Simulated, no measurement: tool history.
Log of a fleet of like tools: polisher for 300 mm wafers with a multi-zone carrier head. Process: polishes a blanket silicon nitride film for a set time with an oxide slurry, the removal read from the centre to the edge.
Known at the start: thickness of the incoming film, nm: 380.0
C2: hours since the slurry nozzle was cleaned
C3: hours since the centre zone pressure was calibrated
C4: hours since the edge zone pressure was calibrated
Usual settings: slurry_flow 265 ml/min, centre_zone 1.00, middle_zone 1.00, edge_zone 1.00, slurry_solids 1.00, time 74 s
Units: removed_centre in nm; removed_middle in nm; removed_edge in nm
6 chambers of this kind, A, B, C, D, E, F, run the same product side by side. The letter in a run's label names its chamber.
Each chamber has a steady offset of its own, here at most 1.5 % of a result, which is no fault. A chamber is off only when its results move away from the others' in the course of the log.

{"run": "1C", "hour": 4.6, "slurry_flow": 265, "centre_zone": 1.0, "middle_zone": 1.0, "edge_zone": 1.0, "slurry_solids": 1.0, "time": 74, "wafers polished on this pad": 735, "C2": 286.0, "C3": 68.5, "C4": 289.4, "removed_centre": 85.917, "removed_middle": 87.434, "removed_edge": 89.029}
{"hour": 5.1, "done": "chamber D: worn pad replaced by a new one"}
{"run": "2F", "hour": 8.4, "slurry_flow": 265, "centre_zone": 1.0, "middle_zone": 1.0, "edge_zone": 1.0, "slurry_solids": 1.0, "time": 74, "wafers polished on this pad": 932, "C2": 99.0, "C3": 987.3, "C4": 294.2, "removed_centre": 85.913, "removed_middle": 86.015, "removed_edge": 89.364}
{"run": "3B", "hour": 11.2, "slurry_flow": 265, "centre_zone": 1.0, "middle_zone": 1.0, "edge_zone": 1.0, "slurry_solids": 1.0, "time": 74, "wafers polished on this pad": 843, "C2": 122.5, "C3": 359.1, "C4": 225.6, "removed_centre": 86.392, "removed_middle": 89.126, "removed_edge": 89.179}
{"run": "4D", "hour": 14.4, "slurry_flow": 265, "centre_zone": 1.0, "middle_zone": 1.0, "edge_zone": 1.0, "slurry_solids": 1.0, "time": 74, "wafers polished on this pad": 78, "C2": 37.9, "C3": 259.1, "C4": 349.1, "removed_centre": 88.014, "removed_middle": 90.427, "removed_edge": 89.853}
{"run": "5E", "hour": 19.7, "slurry_flow": 265, "centre_zone": 1.0, "middle_zone": 1.0, "edge_zone": 1.0, "slurry_solids": 1.0, "time": 74, "wafers polished on this pad": 561, "C2": 671.9, "C3": 134.5, "C4": 298.9, "removed_centre": 85.371, "removed_middle": 87.766, "removed_edge": 88.025}
{"run": "6A", "hour": 23.1, "slurry_flow": 265, "centre_zone": 1.0, "middle_zone": 1.0, "edge_zone": 1.0, "slurry_solids": 1.0, "time": 74, "wafers polished on this pad": 706, "C2": 191.7, "C3": 768.2, "C4": 289.9, "removed_centre": 86.873, "removed_middle": 88.676, "removed_edge": 87.518}
{"hour": 23.5, "done": "chamber F: centre zone pressure recalibrated"}
{"run": "7C", "hour": 27.0, "slurry_flow": 265, "centre_zone": 1.0, "middle_zone": 1.0, "edge_zone": 1.0, "slurry_solids": 1.0, "time": 74, "wafers polished on this pad": 922, "C2": 308.4, "C3": 90.9, "C4": 311.8, "removed_centre": 87.985, "removed_middle": 88.51, "removed_edge": 86.141}
{"run": "8B", "hour": 30.4, "slurry_flow": 265, "centre_zone": 1.0, "middle_zone": 1.0, "edge_zone": 1.0, "slurry_solids": 1.0, "time": 74, "wafers polished on this pad": 1003, "C2": 141.7, "C3": 378.3, "C4": 244.8, "removed_centre": 87.83, "removed_middle": 87.628, "removed_edge": 89.314}
{"run": "9D", "hour": 34.7, "slurry_flow": 265, "centre_zone": 1.0, "middle_zone": 1.0, "edge_zone": 1.0, "slurry_solids": 1.0, "time": 74, "wafers polished on this pad": 247, "C2": 58.2, "C3": 279.4, "C4": 369.4, "removed_centre": 85.882, "removed_middle": 90.964, "removed_edge": 87.872}
{"run": "10A", "hour": 39.6, "slurry_flow": 265, "centre_zone": 1.0, "middle_zone": 1.0, "edge_zone": 1.0, "slurry_solids": 1.0, "time": 74, "wafers polished on this pad": 844, "C2": 208.2, "C3": 784.7, "C4": 306.4, "removed_centre": 87.459, "removed_middle": 88.872, "removed_edge": 87.422}
{"hour": 42.1, "done": "chamber B: worn pad replaced by a new one"}
{"run": "11E", "hour": 42.8, "slurry_flow": 265, "centre_zone": 1.0, "middle_zone": 1.0, "edge_zone": 1.0, "slurry_solids": 1.0, "time": 74, "wafers polished on this pad": 753, "C2": 695.0, "C3": 157.6, "C4": 322.0, "removed_centre": 87.921, "removed_middle": 88.814, "removed_edge": 88.284}
{"hour": 43.7, "done": "chamber D: edge zone pressure recalibrated"}
{"run": "12F", "hour": 46.2, "slurry_flow": 265, "centre_zone": 1.0, "middle_zone": 1.0, "edge_zone": 1.0, "slurry_solids": 1.0, "time": 74, "wafers polished on this pad": 1248, "C2": 136.8, "C3": 22.8, "C4": 332.0, "removed_centre": 87.588, "removed_middle": 89.272, "removed_edge": 90.436}
{"run": "13D", "hour": 50.9, "slurry_flow": 265, "centre_zone": 1.0, "middle_zone": 1.0, "edge_zone": 1.0, "slurry_solids": 1.0, "time": 74, "wafers polished on this pad": 382, "C2": 74.4, "C3": 295.6, "C4": 7.2, "removed_centre": 88.848, "removed_middle": 90.383, "removed_edge": 87.861}
{"run": "14F", "hour": 53.5, "slurry_flow": 265, "centre_zone": 1.0, "middle_zone": 1.0, "edge_zone": 1.0, "slurry_solids": 1.0, "time": 74, "wafers polished on this pad": 1309, "C2": 144.1, "C3": 30.1, "C4": 339.3, "removed_centre": 88.284, "removed_middle": 88.781, "removed_edge": 90.518}
{"run": "15E", "hour": 57.6, "slurry_flow": 265, "centre_zone": 1.0, "middle_zone": 1.0, "edge_zone": 1.0, "slurry_solids": 1.0, "time": 74, "wafers polished on this pad": 877, "C2": 709.8, "C3": 172.4, "C4": 336.8, "removed_centre": 86.483, "removed_middle": 90.223, "removed_edge": 88.631}
{"run": "16A", "hour": 62.3, "slurry_flow": 265, "centre_zone": 1.0, "middle_zone": 1.06, "edge_zone": 1.07, "slurry_solids": 1.0, "time": 74, "wafers polished on this pad": 1034, "C2": 230.9, "C3": 807.4, "C4": 329.1, "removed_centre": 88.472, "removed_middle": 93.458, "removed_edge": 90.922}
{"run": "17B", "hour": 65.2, "slurry_flow": 265, "centre_zone": 1.0, "middle_zone": 1.06, "edge_zone": 1.07, "slurry_solids": 1.0, "time": 74, "wafers polished on this pad": 193, "C2": 176.5, "C3": 413.1, "C4": 279.6, "removed_centre": 87.982, "removed_middle": 93.876, "removed_edge": 93.719}
{"run": "18C", "hour": 67.8, "slurry_flow": 265, "centre_zone": 1.0, "middle_zone": 1.06, "edge_zone": 1.07, "slurry_solids": 1.0, "time": 74, "wafers polished on this pad": 1263, "C2": 349.2, "C3": 131.7, "C4": 352.6, "removed_centre": 87.397, "removed_middle": 90.753, "removed_edge": 92.617}
{"hour": 68.6, "done": "chamber F: worn pad replaced by a new one"}
{"run": "19B", "hour": 70.7, "slurry_flow": 265, "centre_zone": 1.0, "middle_zone": 1.06, "edge_zone": 1.07, "slurry_solids": 1.0, "time": 74, "wafers polished on this pad": 238, "C2": 182.0, "C3": 418.6, "C4": 285.1, "removed_centre": 88.592, "removed_middle": 91.976, "removed_edge": 93.91}
{"run": "20A", "hour": 75.2, "slurry_flow": 265, "centre_zone": 1.0, "middle_zone": 1.06, "edge_zone": 1.07, "slurry_solids": 1.0, "time": 74, "wafers polished on this pad": 1142, "C2": 243.8, "C3": 820.3, "C4": 342.0, "removed_centre": 88.797, "removed_middle": 96.06, "removed_edge": 91.414}
{"hour": 77.6, "done": "chamber E: slurry nozzle cleaned"}
{"run": "21D", "hour": 78.1, "slurry_flow": 265, "centre_zone": 1.0, "middle_zone": 1.06, "edge_zone": 1.07, "slurry_solids": 1.0, "time": 74, "wafers polished on this pad": 610, "C2": 101.6, "C3": 322.8, "C4": 34.4, "removed_centre": 87.811, "removed_middle": 92.911, "removed_edge": 90.593}
{"hour": 80.0, "done": "chamber C: worn pad replaced by a new one"}
{"run": "22F", "hour": 81.1, "slurry_flow": 265, "centre_zone": 1.0, "middle_zone": 1.0, "edge_zone": 1.0, "slurry_solids": 1.0, "time": 74, "wafers polished on this pad": 104, "C2": 171.7, "C3": 57.7, "C4": 366.9, "removed_centre": 88.865, "removed_middle": 87.921, "removed_edge": 88.506}
{"hour": 84.4, "done": "chamber A: worn pad replaced by a new one"}
{"run": "23E", "hour": 85.4, "slurry_flow": 265, "centre_zone": 1.0, "middle_zone": 1.0, "edge_zone": 1.0, "slurry_solids": 1.0, "time": 74, "wafers polished on this pad": 1109, "C2": 7.8, "C3": 200.2, "C4": 364.6, "removed_centre": 85.386, "removed_middle": 86.915, "removed_edge": 85.224}
{"run": "24C", "hour": 88.6, "slurry_flow": 265, "centre_zone": 1.0, "middle_zone": 1.0, "edge_zone": 1.0, "slurry_solids": 1.0, "time": 74, "wafers polished on this pad": 72, "C2": 370.0, "C3": 152.5, "C4": 373.4, "removed_centre": 87.831, "removed_middle": 86.299, "removed_edge": 88.429}
{"run": "25D", "hour": 92.3, "slurry_flow": 265, "centre_zone": 1.0, "middle_zone": 1.0, "edge_zone": 1.0, "slurry_solids": 1.25, "time": 74, "wafers polished on this pad": 728, "C2": 115.8, "C3": 337.0, "C4": 48.6, "removed_centre": 96.25, "removed_middle": 97.105, "removed_edge": 96.309}
{"run": "26F", "hour": 96.2, "slurry_flow": 265, "centre_zone": 1.0, "middle_zone": 1.0, "edge_zone": 1.0, "slurry_solids": 1.25, "time": 74, "wafers polished on this pad": 230, "C2": 186.8, "C3": 72.8, "C4": 382.0, "removed_centre": 94.822, "removed_middle": 97.679, "removed_edge": 99.034}
{"run": "27B", "hour": 99.7, "slurry_flow": 265, "centre_zone": 1.0, "middle_zone": 1.0, "edge_zone": 1.0, "slurry_solids": 1.25, "time": 74, "wafers polished on this pad": 481, "C2": 211.0, "C3": 447.6, "C4": 314.1, "removed_centre": 97.206, "removed_middle": 97.36, "removed_edge": 98.06}
{"hour": 101.9, "done": "chamber D: centre zone pressure recalibrated"}
{"run": "28E", "hour": 103.3, "slurry_flow": 265, "centre_zone": 1.0, "middle_zone": 1.0, "edge_zone": 1.0, "slurry_solids": 1.25, "time": 74, "wafers polished on this pad": 1259, "C2": 25.7, "C3": 218.1, "C4": 382.5, "removed_centre": 89.993, "removed_middle": 90.743, "removed_edge": 88.774}
{"run": "29A", "hour": 108.7, "slurry_flow": 265, "centre_zone": 1.0, "middle_zone": 1.0, "edge_zone": 1.0, "slurry_solids": 1.25, "time": 74, "wafers polished on this pad": 203, "C2": 277.3, "C3": 853.8, "C4": 375.5, "removed_centre": 97.556, "removed_middle": 98.786, "removed_edge": 96.63}
{"hour": 109.8, "done": "chamber D: worn pad replaced by a new one"}
{"run": "30C", "hour": 113.7, "slurry_flow": 265, "centre_zone": 1.0, "middle_zone": 1.0, "edge_zone": 1.0, "slurry_solids": 1.25, "time": 74, "wafers polished on this pad": 282, "C2": 395.1, "C3": 177.6, "C4": 398.5, "removed_centre": 96.58, "removed_middle": 96.883, "removed_edge": 94.705}
{"run": "31A", "hour": 117.4, "slurry_flow": 265, "centre_zone": 1.0, "middle_zone": 1.0, "edge_zone": 1.0, "slurry_solids": 1.0, "time": 74, "wafers polished on this pad": 275, "C2": 286.0, "C3": 862.5, "C4": 384.2, "removed_centre": 87.828, "removed_middle": 88.059, "removed_edge": 86.415}
{"run": "32F", "hour": 120.2, "slurry_flow": 265, "centre_zone": 1.0, "middle_zone": 1.0, "edge_zone": 1.0, "slurry_solids": 1.0, "time": 74, "wafers polished on this pad": 431, "C2": 210.8, "C3": 96.8, "C4": 406.0, "removed_centre": 85.581, "removed_middle": 87.989, "removed_edge": 92.266}
{"run": "33D", "hour": 125.6, "slurry_flow": 265, "centre_zone": 1.0, "middle_zone": 1.0, "edge_zone": 1.0, "slurry_solids": 1.0, "time": 74, "wafers polished on this pad": 132, "C2": 149.1, "C3": 23.8, "C4": 81.9, "removed_centre": 87.459, "removed_middle": 87.812, "removed_edge": 90.018}
{"run": "34E", "hour": 128.9, "slurry_flow": 265, "centre_zone": 0.92, "middle_zone": 1.12, "edge_zone": 1.0, "slurry_solids": 1.0, "time": 74, "wafers polished on this pad": 1473, "C2": 51.3, "C3": 243.7, "C4": 408.1, "removed_centre": 70.303, "removed_middle": 88.998, "removed_edge": 79.429}
{"run": "35C", "hour": 132.3, "slurry_flow": 265, "centre_zone": 0.92, "middle_zone": 1.12, "edge_zone": 1.0, "slurry_solids": 1.0, "time": 74, "wafers polished on this pad": 437, "C2": 413.7, "C3": 196.2, "C4": 417.1, "removed_centre": 80.992, "removed_middle": 99.761, "removed_edge": 90.25}
{"run": "36B", "hour": 136.6, "slurry_flow": 265, "centre_zone": 0.92, "middle_zone": 1.12, "edge_zone": 1.0, "slurry_solids": 1.0, "time": 74, "wafers polished on this pad": 789, "C2": 247.9, "C3": 484.5, "C4": 351.0, "removed_centre": 81.49, "removed_middle": 96.752, "removed_edge": 88.964}
{"run": "37B", "hour": 141.2, "slurry_flow": 265, "centre_zone": 0.92, "middle_zone": 1.12, "edge_zone": 1.0, "slurry_solids": 1.0, "time": 74, "wafers polished on this pad": 827, "C2": 252.5, "C3": 489.1, "C4": 355.6, "removed_centre": 80.659, "removed_middle": 98.887, "removed_edge": 89.047}

All 6 chambers run these settings next. Forecast each chamber's results:
{"run": "38A", "hour": 145.2, "slurry_flow": 265, "centre_zone": 1.0, "middle_zone": 1.0, "edge_zone": 1.12, "slurry_solids": 1.0, "time": 74, "removed_centre": "?", "removed_middle": "?", "removed_edge": "?"}
{"run": "38B", "hour": 145.2, "slurry_flow": 265, "centre_zone": 1.0, "middle_zone": 1.0, "edge_zone": 1.12, "slurry_solids": 1.0, "time": 74, "removed_centre": "?", "removed_middle": "?", "removed_edge": "?"}
{"run": "38C", "hour": 145.2, "slurry_flow": 265, "centre_zone": 1.0, "middle_zone": 1.0, "edge_zone": 1.12, "slurry_solids": 1.0, "time": 74, "removed_centre": "?", "removed_middle": "?", "removed_edge": "?"}
{"run": "38D", "hour": 145.2, "slurry_flow": 265, "centre_zone": 1.0, "middle_zone": 1.0, "edge_zone": 1.12, "slurry_solids": 1.0, "time": 74, "removed_centre": "?", "removed_middle": "?", "removed_edge": "?"}
{"run": "38E", "hour": 145.2, "slurry_flow": 265, "centre_zone": 1.0, "middle_zone": 1.0, "edge_zone": 1.12, "slurry_solids": 1.0, "time": 74, "removed_centre": "?", "removed_middle": "?", "removed_edge": "?"}
{"run": "38F", "hour": 145.2, "slurry_flow": 265, "centre_zone": 1.0, "middle_zone": 1.0, "edge_zone": 1.12, "slurry_solids": 1.0, "time": 74, "removed_centre": "?", "removed_middle": "?", "removed_edge": "?"}

run=38A removed_centre=89.000 removed_middle=90.605 removed_edge=94.360
run=38B removed_centre=88.990 removed_middle=90.390 removed_edge=94.286
run=38C removed_centre=89.346 removed_middle=86.506 removed_edge=94.921
run=38D removed_centre=89.406 removed_middle=90.252 removed_edge=92.885
run=38E removed_centre=77.701 removed_middle=78.617 removed_edge=82.032
run=38F removed_centre=86.561 removed_middle=88.043 removed_edge=92.981
